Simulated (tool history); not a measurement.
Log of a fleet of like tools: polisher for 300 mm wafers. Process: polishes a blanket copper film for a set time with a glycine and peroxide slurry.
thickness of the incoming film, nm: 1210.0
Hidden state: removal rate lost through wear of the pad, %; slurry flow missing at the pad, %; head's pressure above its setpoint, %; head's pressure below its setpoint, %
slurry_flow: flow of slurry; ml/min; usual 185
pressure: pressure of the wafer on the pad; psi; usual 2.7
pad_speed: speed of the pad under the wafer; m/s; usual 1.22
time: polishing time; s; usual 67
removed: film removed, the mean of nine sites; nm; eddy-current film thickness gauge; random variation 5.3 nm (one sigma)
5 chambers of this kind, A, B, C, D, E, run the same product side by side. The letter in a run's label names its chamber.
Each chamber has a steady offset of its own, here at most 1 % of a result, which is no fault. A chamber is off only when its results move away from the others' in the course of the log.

| run | day | slurry_flow | pressure | pad_speed | time | wafers polished on this pad | hours since the slurry nozzle was cleaned | hours since the head pressure was calibrated | removed |
|---|---|---|---|---|---|---|---|---|---|
| 1D | 0.317 | 185 | 2.7 | 1.22 | 67 | 568 | 326.8 | 509.9 | 497.13 |
| 2A | 0.55 | 185 | 2.7 | 1.22 | 67 | 482 | 70.3 | 828.1 | 494.19 |
|  | 0.683 | chamber D: worn pad replaced by a new one |
| 3B | 0.779 | 185 | 2.7 | 1.22 | 67 | 339 | 484.2 | 917.3 | 510.02 |
| 4E | 0.979 | 185 | 2.7 | 1.22 | 67 | 893 | 445.8 | 252.1 | 502.02 |
|  | 1.021 | chamber C: worn pad replaced by a new one |
|  | 1.275 | chamber E: worn pad replaced by a new one |
| 5C | 1.392 | 185 | 2.7 | 1.36 | 56 | 107 | 356.7 | 451 | 459.41 |
|  | 1.429 | chamber A: worn pad replaced by a new one |
| 6A | 1.754 | 185 | 2.7 | 1.36 | 56 | 94 | 99.2 | 857 | 457.73 |
|  | 1.838 | chamber B: worn pad replaced by a new one |
| 7D | 2.067 | 185 | 2.7 | 1.36 | 56 | 400 | 368.8 | 551.9 | 456.93 |
| 8C | 2.371 | 185 | 2.7 | 1.36 | 56 | 390 | 380.2 | 474.5 | 460.98 |
|  | 2.412 | chamber D: worn pad replaced by a new one |
| 9E | 2.642 | 185 | 2.7 | 1.36 | 56 | 395 | 485.7 | 292 | 459.33 |
| 10B | 2.833 | 185 | 2.7 | 1.22 | 67 | 288 | 533.5 | 966.6 | 512.63 |
|  | 3.017 | chamber C: worn pad replaced by a new one |
| 11E | 3.225 | 185 | 2.7 | 1.22 | 67 | 564 | 499.7 | 306 | 493.38 |
| 12B | 3.433 | 185 | 2.7 | 1.22 | 67 | 461 | 547.9 | 981 | 507.6 |
| 13C | 3.692 | 185 | 2.7 | 1.22 | 67 | 195 | 411.9 | 506.2 | 515.39 |
|  | 3.938 | chamber B: worn pad replaced by a new one |
| 14A | 3.975 | 185 | 2.7 | 1.22 | 67 | 735 | 152.5 | 910.3 | 487.72 |
| 15D | 4.283 | 185 | 2.7 | 1.22 | 67 | 540 | 422 | 605.1 | 502.58 |
|  | 4.312 | chamber D: head pressure recalibrated |
|  | 4.317 | chamber D: worn pad replaced by a new one |
|  | 4.346 | chamber E: worn pad replaced by a new one |
|  | 4.429 | chamber A: worn pad replaced by a new one |
| 16D | 4.629 | 185 | 2.7 | 1.22 | 67 | 90 | 430.3 | 7.6 | 502.85 |
| 17A | 4.871 | 185 | 2.7 | 1.22 | 67 | 128 | 174 | 931.8 | 497.2 |
|  | 4.896 | chamber C: worn pad replaced by a new one |
|  | 4.942 | chamber E: head pressure recalibrated |
|  | 5.017 | chamber A: head pressure recalibrated |
| 18E | 5.058 | 185 | 2.7 | 1.22 | 67 | 206 | 543.7 | 2.9 | 496.54 |
| 19C | 5.396 | 135 | 2.7 | 1.22 | 67 | 145 | 452.8 | 547.1 | 479.1 |
|  | 5.617 | chamber B: slurry nozzle cleaned |
| 20B | 5.654 | 135 | 2.7 | 1.22 | 67 | 496 | 0.9 | 1034.3 | 479.11 |
| 21B | 5.929 | 135 | 2.7 | 1.22 | 67 | 576 | 7.5 | 1040.9 | 483.48 |
| 22D | 6.212 | 135 | 2.7 | 1.22 | 67 | 547 | 468.3 | 45.6 | 483.85 |
|  | 6.25 | chamber B: worn pad replaced by a new one |
|  | 6.479 | chamber D: worn pad replaced by a new one |
| 23C | 6.646 | 135 | 2.7 | 1.22 | 67 | 506 | 482.8 | 577.1 | 487.87 |
|  | 6.688 | chamber C: worn pad replaced by a new one |
| 24E | 7.058 | 185 | 2.7 | 1.22 | 67 | 784 | 591.7 | 50.9 | 506.01 |
| 25A | 7.312 | 185 | 2.7 | 1.22 | 67 | 833 | 232.6 | 55.2 | 496.18 |
| 26C | 7.65 | 185 | 2.7 | 1.22 | 67 | 278 | 506.9 | 601.2 | 517.88 |
|  | 7.704 | chamber A: worn pad replaced by a new one |
| 27A | 8.012 | 185 | 2.7 | 1.22 | 67 | 90 | 249.4 | 72 | 502.24 |
|  | 8.112 | chamber E: slurry nozzle cleaned |
|  | 8.271 | chamber D: worn pad replaced by a new one |
|  | 8.346 | chamber B: worn pad replaced by a new one |
| 28D | 8.438 | 185 | 2.7 | 1.22 | 67 | 48 | 521.7 | 99 | 499.06 |
|  | 8.446 | chamber E: worn pad replaced by a new one |
| 29E | 8.642 | 185 | 2.7 | 1.22 | 67 | 57 | 12.7 | 88.9 | 501.36 |
| 30B | 8.983 | 185 | 2.7 | 1.22 | 67 | 184 | 80.8 | 1114.2 | 501.29 |
| 31B | 9.312 | 185 | 3.5 | 1.22 | 78 | 280 | 88.7 | 1122.1 | 736.55 |
| 32A | 9.55 | 185 | 3.5 | 1.22 | 78 | 534 | 286.3 | 108.9 | 724.65 |
| 33E | 9.842 | 185 | 3.5 | 1.22 | 78 | 403 | 41.5 | 117.7 | 738.71 |
| 34D | 10.158 | 185 | 3.5 | 1.22 | 78 | 546 | 563 | 140.3 | 727.74 |

Next, every chamber runs the same settings. What will each give?
| 35A | 10.471 | 185 | 2.7 | 1.22 | 89 |  |  |  | ? |
| 35B | 10.471 | 185 | 2.7 | 1.22 | 89 |  |  |  | ? |
| 35C | 10.471 | 185 | 2.7 | 1.22 | 89 |  |  |  | ? |
| 35D | 10.471 | 185 | 2.7 | 1.22 | 89 |  |  |  | ? |
| 35E | 10.471 | 185 | 2.7 | 1.22 | 89 |  |  |  | ? |

| run | removed |
|---|---|
| 35A | 640.65 |
| 35B | 682.44 |
| 35C | 696.49 |
| 35D | 668.68 |
| 35E | 673.45 |
